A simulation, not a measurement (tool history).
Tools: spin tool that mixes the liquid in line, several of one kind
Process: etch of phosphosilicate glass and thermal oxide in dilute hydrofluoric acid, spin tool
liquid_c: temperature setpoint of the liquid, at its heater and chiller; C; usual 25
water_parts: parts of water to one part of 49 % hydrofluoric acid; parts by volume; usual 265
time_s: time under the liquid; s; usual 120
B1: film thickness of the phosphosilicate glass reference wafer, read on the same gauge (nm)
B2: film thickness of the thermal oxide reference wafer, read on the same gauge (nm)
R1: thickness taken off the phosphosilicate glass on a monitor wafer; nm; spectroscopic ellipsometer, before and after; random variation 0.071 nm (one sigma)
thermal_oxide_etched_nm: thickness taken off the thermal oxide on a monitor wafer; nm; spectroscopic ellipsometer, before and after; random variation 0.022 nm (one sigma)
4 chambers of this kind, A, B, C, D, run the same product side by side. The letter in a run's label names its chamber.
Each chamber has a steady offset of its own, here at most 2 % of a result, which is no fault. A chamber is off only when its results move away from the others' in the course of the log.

run 1D hour=6.6 | liquid_c=25 water_parts=265 time_s=120 | B1=39.989 B2=80.026 | R1=23.707 thermal_oxide_etched_nm=1.8261
run 2B hour=12.5 | liquid_c=25 water_parts=265 time_s=120 | B1=39.985 B2=80.059 | R1=23.567 thermal_oxide_etched_nm=1.8895
run 3A hour=19.6 | liquid_c=25 water_parts=265 time_s=120 | B1=40.027 B2=80.007 | R1=23.75 thermal_oxide_etched_nm=1.7896
run 4C hour=25.3 | liquid_c=25 water_parts=265 time_s=120 | B1=39.968 B2=80.017 | R1=23.834 thermal_oxide_etched_nm=1.8216
run 5B hour=32.9 | liquid_c=25 water_parts=265 time_s=120 | B1=39.99 B2=80.008 | R1=23.56 thermal_oxide_etched_nm=1.9302
run 6A hour=37.7 | liquid_c=25 water_parts=265 time_s=120 | B1=40.042 B2=80.005 | R1=23.779 thermal_oxide_etched_nm=1.8196
run 7D hour=42.5 | liquid_c=25 water_parts=265 time_s=120 | B1=40.007 B2=79.982 | R1=23.581 thermal_oxide_etched_nm=1.876
run 8C hour=50.8 | liquid_c=25 water_parts=265 time_s=120 | B1=40.07 B2=80.073 | R1=23.808 thermal_oxide_etched_nm=1.8388
run 9D hour=58.8 | liquid_c=25 water_parts=265 time_s=120 | B1=39.976 B2=79.989 | R1=23.651 thermal_oxide_etched_nm=1.8419
run 10A hour=63 | liquid_c=25 water_parts=265 time_s=120 | B1=40.039 B2=80.051 | R1=23.836 thermal_oxide_etched_nm=1.8735
run 11B hour=71.2 | liquid_c=25 water_parts=265 time_s=120 | B1=40.039 B2=79.959 | R1=23.585 thermal_oxide_etched_nm=1.8613
run 12C hour=76.9 | liquid_c=25 water_parts=350 time_s=120 | B1=40.021 B2=80.008 | R1=16.657 thermal_oxide_etched_nm=1.3118
run 13A hour=85.7 | liquid_c=25 water_parts=350 time_s=120 | B1=39.998 B2=80.03 | R1=16.602 thermal_oxide_etched_nm=1.301
run 14C hour=93.5 | liquid_c=25 water_parts=350 time_s=120 | B1=39.962 B2=80.041 | R1=16.631 thermal_oxide_etched_nm=1.2974
run 15D hour=102.4 | liquid_c=25 water_parts=350 time_s=120 | B1=40.02 B2=79.975 | R1=16.366 thermal_oxide_etched_nm=1.263
run 16B hour=109.3 | liquid_c=25 water_parts=265 time_s=120 | B1=39.947 B2=80.021 | R1=23.53 thermal_oxide_etched_nm=1.8609
run 17C hour=113.4 | liquid_c=25 water_parts=265 time_s=120 | B1=39.988 B2=79.97 | R1=24.019 thermal_oxide_etched_nm=1.8677
run 18A hour=120.2 | liquid_c=25 water_parts=265 time_s=120 | B1=39.961 B2=79.968 | R1=23.875 thermal_oxide_etched_nm=1.8786
run 19D hour=127.9 | liquid_c=25 water_parts=265 time_s=120 | B1=40.036 B2=80.024 | R1=23.649 thermal_oxide_etched_nm=1.8433
run 20B hour=134.9 | liquid_c=25 water_parts=265 time_s=95 | B1=40.001 B2=80.002 | R1=18.62 thermal_oxide_etched_nm=1.4831
run 21B hour=143.6 | liquid_c=25 water_parts=265 time_s=95 | B1=40.018 B2=80.018 | R1=18.696 thermal_oxide_etched_nm=1.4866
run 22D hour=149.3 | liquid_c=25 water_parts=265 time_s=95 | B1=40.011 B2=79.997 | R1=18.761 thermal_oxide_etched_nm=1.4622
run 23C hour=156.4 | liquid_c=25 water_parts=265 time_s=95 | B1=39.98 B2=79.992 | R1=18.848 thermal_oxide_etched_nm=1.4758
run 24A hour=161 | liquid_c=25 water_parts=265 time_s=120 | B1=40.011 B2=80.032 | R1=23.728 thermal_oxide_etched_nm=1.8607
run 25C hour=166.6 | liquid_c=25 water_parts=265 time_s=120 | B1=40.017 B2=79.983 | R1=23.811 thermal_oxide_etched_nm=1.8711
run 26A hour=170.6 | liquid_c=25 water_parts=265 time_s=120 | B1=39.993 B2=80.024 | R1=23.825 thermal_oxide_etched_nm=1.8505
run 27B hour=177.3 | liquid_c=25 water_parts=265 time_s=120 | B1=39.951 B2=79.981 | R1=23.557 thermal_oxide_etched_nm=1.8692
run 28D hour=184 | liquid_c=25 water_parts=265 time_s=120 | B1=39.996 B2=79.981 | R1=23.497 thermal_oxide_etched_nm=1.8585
run 29A hour=190.3 | liquid_c=25 water_parts=265 time_s=120 | B1=40.01 B2=80.023 | R1=23.818 thermal_oxide_etched_nm=1.8469
run 30C hour=196.1 | liquid_c=21 water_parts=160 time_s=120 | B1=40.032 B2=80.027 | R1=37.737 thermal_oxide_etched_nm=2.9718
run 31B hour=204.8 | liquid_c=21 water_parts=160 time_s=120 | B1=40.029 B2=80.01 | R1=37.794 thermal_oxide_etched_nm=2.9481
run 32D hour=211.1 | liquid_c=21 water_parts=160 time_s=120 | B1=40.007 B2=80.005 | R1=38.157 thermal_oxide_etched_nm=2.9325
run 33B hour=215.3 | liquid_c=21 water_parts=160 time_s=120 | B1=39.987 B2=80.002 | R1=37.815 thermal_oxide_etched_nm=2.9767
run 34A hour=220.7 | liquid_c=25 water_parts=265 time_s=120 | B1=40.015 B2=80.021 | R1=23.834 thermal_oxide_etched_nm=1.8613
run 35C hour=225.5 | liquid_c=25 water_parts=265 time_s=120 | B1=39.98 B2=79.997 | R1=23.903 thermal_oxide_etched_nm=1.8695
run 36D hour=233.6 | liquid_c=25 water_parts=265 time_s=120 | B1=40.015 B2=80.046 | R1=23.59 thermal_oxide_etched_nm=1.8045
run 37A hour=239.4 | liquid_c=25 water_parts=265 time_s=70 | B1=40.012 B2=80.039 | R1=13.889 thermal_oxide_etched_nm=1.0804
run 38D hour=243.4 | liquid_c=25 water_parts=265 time_s=70 | B1=39.954 B2=80.045 | R1=13.707 thermal_oxide_etched_nm=1.0727
run 39B hour=248.1 | liquid_c=25 water_parts=265 time_s=70 | B1=39.995 B2=79.99 | R1=13.743 thermal_oxide_etched_nm=1.0843
run 40C hour=257 | liquid_c=25 water_parts=265 time_s=70 | B1=39.969 B2=80.05 | R1=13.946 thermal_oxide_etched_nm=1.0809
run 41B hour=264.3 | liquid_c=25 water_parts=265 time_s=120 | B1=40.005 B2=79.98 | R1=23.587 thermal_oxide_etched_nm=1.9288
run 42D hour=272.6 | liquid_c=25 water_parts=265 time_s=120 | B1=39.981 B2=79.955 | R1=23.724 thermal_oxide_etched_nm=1.8039
run 43A hour=281.4 | liquid_c=25 water_parts=265 time_s=180 | B1=39.997 B2=79.99 | R1=35.857 thermal_oxide_etched_nm=2.8423
run 44C hour=285.9 | liquid_c=25 water_parts=265 time_s=180 | B1=39.997 B2=79.991 | R1=35.615 thermal_oxide_etched_nm=2.8002

All 4 chambers run these settings next. Forecast each chamber's results:
run 45A hour=292.3 | liquid_c=25 water_parts=265 time_s=120 | R1=? thermal_oxide_etched_nm=?
run 45B hour=292.3 | liquid_c=25 water_parts=265 time_s=120 | R1=? thermal_oxide_etched_nm=?
run 45C hour=292.3 | liquid_c=25 water_parts=265 time_s=120 | R1=? thermal_oxide_etched_nm=?
run 45D hour=292.3 | liquid_c=25 water_parts=265 time_s=120 | R1=? thermal_oxide_etched_nm=?

run=45A R1=23.818 thermal_oxide_etched_nm=1.8332
run=45B R1=23.628 thermal_oxide_etched_nm=1.9262
run=45C R1=23.9 thermal_oxide_etched_nm=1.8113
run=45D R1=23.632 thermal_oxide_etched_nm=1.8479

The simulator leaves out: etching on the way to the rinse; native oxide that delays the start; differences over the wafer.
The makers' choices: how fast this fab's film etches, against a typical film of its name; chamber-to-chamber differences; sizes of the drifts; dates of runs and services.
